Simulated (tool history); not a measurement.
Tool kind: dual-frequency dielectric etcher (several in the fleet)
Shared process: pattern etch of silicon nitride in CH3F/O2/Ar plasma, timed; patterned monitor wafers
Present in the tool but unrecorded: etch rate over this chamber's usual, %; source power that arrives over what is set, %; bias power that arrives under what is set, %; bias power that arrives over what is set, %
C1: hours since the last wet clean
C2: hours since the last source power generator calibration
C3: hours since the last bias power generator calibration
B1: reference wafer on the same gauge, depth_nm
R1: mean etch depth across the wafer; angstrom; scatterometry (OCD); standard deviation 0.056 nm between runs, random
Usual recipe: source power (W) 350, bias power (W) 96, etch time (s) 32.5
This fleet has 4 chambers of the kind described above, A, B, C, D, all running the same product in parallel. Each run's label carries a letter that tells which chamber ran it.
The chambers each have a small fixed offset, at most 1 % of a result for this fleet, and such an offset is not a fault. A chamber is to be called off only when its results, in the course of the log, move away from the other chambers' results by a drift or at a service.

{"run": "1C", "hour": 9.2, "source power (W)": 350, "bias power (W)": 96, "etch time (s)": 32.5, "C1": 356.7, "C2": 3901.6, "C3": 2829.6, "B1": 27.5, "R1": 236.46}
{"run": "2A", "hour": 16.5, "source power (W)": 350, "bias power (W)": 96, "etch time (s)": 32.5, "C1": 65.7, "C2": 613.4, "C3": 1875.0, "B1": 27.5, "R1": 240.05}
{"run": "3B", "hour": 24.3, "source power (W)": 350, "bias power (W)": 96, "etch time (s)": 32.5, "C1": 315.7, "C2": 2433.9, "C3": 1633.4, "B1": 27.483, "R1": 237.75}
{"run": "4D", "hour": 34.5, "source power (W)": 350, "bias power (W)": 96, "etch time (s)": 32.5, "C1": 259.1, "C2": 1189.5, "C3": 148.1, "B1": 27.489, "R1": 238.19}
{"run": "5A", "hour": 48.8, "source power (W)": 350, "bias power (W)": 96, "etch time (s)": 32.5, "C1": 98.0, "C2": 645.7, "C3": 1907.3, "B1": 27.497, "R1": 241.1}
{"run": "6D", "hour": 59.8, "source power (W)": 350, "bias power (W)": 96, "etch time (s)": 32.5, "C1": 284.4, "C2": 1214.8, "C3": 173.4, "B1": 27.5, "R1": 238.55}
{"run": "7B", "hour": 71.9, "source power (W)": 350, "bias power (W)": 96, "etch time (s)": 32.5, "C1": 363.3, "C2": 2481.5, "C3": 1681.0, "B1": 27.513, "R1": 236.24}
{"run": "8C", "hour": 79.9, "source power (W)": 350, "bias power (W)": 96, "etch time (s)": 32.5, "C1": 427.4, "C2": 3972.3, "C3": 2900.3, "B1": 27.481, "R1": 238.27}
{"run": "9C", "hour": 93.1, "source power (W)": 300, "bias power (W)": 96, "etch time (s)": 28.0, "C1": 440.6, "C2": 3985.5, "C3": 2913.5, "B1": 27.478, "R1": 193.62}
{"run": "10A", "hour": 108.3, "source power (W)": 300, "bias power (W)": 96, "etch time (s)": 28.0, "C1": 157.5, "C2": 705.2, "C3": 1966.8, "B1": 27.487, "R1": 195.82}
{"run": "11D", "hour": 121.7, "source power (W)": 300, "bias power (W)": 96, "etch time (s)": 28.0, "C1": 346.3, "C2": 1276.7, "C3": 235.3, "B1": 27.49, "R1": 195.36}
{"run": "12B", "hour": 134.5, "source power (W)": 300, "bias power (W)": 96, "etch time (s)": 28.0, "C1": 425.9, "C2": 2544.1, "C3": 1743.6, "B1": 27.496, "R1": 192.74}
{"run": "13A", "hour": 148.0, "source power (W)": 310, "bias power (W)": 96, "etch time (s)": 29.0, "C1": 197.2, "C2": 744.9, "C3": 2006.5, "B1": 27.503, "R1": 206.64}
{"hour": 157.4, "done": "chamber C: wet clean of the chamber"}
{"run": "14C", "hour": 163.4, "source power (W)": 310, "bias power (W)": 96, "etch time (s)": 29.0, "C1": 6.1, "C2": 4055.8, "C3": 2983.8, "B1": 27.5, "R1": 203.12}
{"run": "15B", "hour": 173.7, "source power (W)": 310, "bias power (W)": 96, "etch time (s)": 29.0, "C1": 465.1, "C2": 2583.3, "C3": 1782.8, "B1": 27.499, "R1": 203.01}
{"run": "16D", "hour": 189.2, "source power (W)": 310, "bias power (W)": 96, "etch time (s)": 29.0, "C1": 413.8, "C2": 1344.2, "C3": 302.8, "B1": 27.499, "R1": 205.92}
{"run": "17B", "hour": 198.6, "source power (W)": 350, "bias power (W)": 96, "etch time (s)": 32.5, "C1": 490.0, "C2": 2608.2, "C3": 1807.7, "B1": 27.511, "R1": 236.67}
{"run": "18C", "hour": 212.3, "source power (W)": 350, "bias power (W)": 96, "etch time (s)": 32.5, "C1": 55.0, "C2": 4104.7, "C3": 3032.7, "B1": 27.504, "R1": 237.48}
{"run": "19A", "hour": 220.6, "source power (W)": 350, "bias power (W)": 96, "etch time (s)": 32.5, "C1": 269.8, "C2": 817.5, "C3": 2079.1, "B1": 27.497, "R1": 239.93}
{"run": "20D", "hour": 228.3, "source power (W)": 350, "bias power (W)": 96, "etch time (s)": 32.5, "C1": 452.9, "C2": 1383.3, "C3": 341.9, "B1": 27.507, "R1": 243.17}
{"run": "21D", "hour": 238.5, "source power (W)": 350, "bias power (W)": 96, "etch time (s)": 32.5, "C1": 463.1, "C2": 1393.5, "C3": 352.1, "B1": 27.512, "R1": 241.07}
{"hour": 243.9, "done": "chamber B: wet clean of the chamber"}
{"run": "22B", "hour": 250.8, "source power (W)": 350, "bias power (W)": 96, "etch time (s)": 32.5, "C1": 7.0, "C2": 2660.4, "C3": 1859.9, "B1": 27.492, "R1": 238.57}
{"run": "23C", "hour": 265.8, "source power (W)": 350, "bias power (W)": 96, "etch time (s)": 32.5, "C1": 108.5, "C2": 4158.2, "C3": 3086.2, "B1": 27.508, "R1": 237.53}
{"run": "24A", "hour": 273.4, "source power (W)": 350, "bias power (W)": 96, "etch time (s)": 32.5, "C1": 322.6, "C2": 870.3, "C3": 2131.9, "B1": 27.505, "R1": 241.23}
{"run": "25B", "hour": 285.0, "source power (W)": 350, "bias power (W)": 96, "etch time (s)": 32.5, "C1": 41.2, "C2": 2694.6, "C3": 1894.1, "B1": 27.501, "R1": 238.02}

Is one chamber off against the others, does the gauge drift, or is nothing wrong? If a chamber is off, say which, and what the likeliest cause is.

Little by little, chamber D moves away from the other chambers.
Cause: etch rate over this chamber's usual, % = 2.31.

Chamber D could run next with any of the 4 candidate recipes listed below; each alters the usual settings, and their results appear as question marks. Which one brings its results back in line with what the other chambers deliver on the usual settings?
In line here means within this much of the mean the other chambers give on the usual settings: R1 1.90 angstrom
{"run": "26D-1", "hour": 296.3, "source power (W)": 340, "bias power (W)": 93, "etch time (s)": 32.5, "R1": "?"}
{"run": "26D-2", "hour": 296.3, "source power (W)": 350, "bias power (W)": 97, "etch time (s)": 33.0, "R1": "?"}
{"run": "26D-3", "hour": 296.3, "source power (W)": 350, "bias power (W)": 98, "etch time (s)": 32.5, "R1": "?"}
{"run": "26D-4", "hour": 296.3, "source power (W)": 350, "bias power (W)": 95, "etch time (s)": 32.5, "R1": "?"}

Mean of the other chambers on the usual settings: R1 238.75 angstrom
run=26D-1 R1=238.35
run=26D-2 R1=248.46
run=26D-3 R1=245.61
run=26D-4 R1=242.85
Change 26D-1 lands the chamber within the allowed miss of the other chambers.

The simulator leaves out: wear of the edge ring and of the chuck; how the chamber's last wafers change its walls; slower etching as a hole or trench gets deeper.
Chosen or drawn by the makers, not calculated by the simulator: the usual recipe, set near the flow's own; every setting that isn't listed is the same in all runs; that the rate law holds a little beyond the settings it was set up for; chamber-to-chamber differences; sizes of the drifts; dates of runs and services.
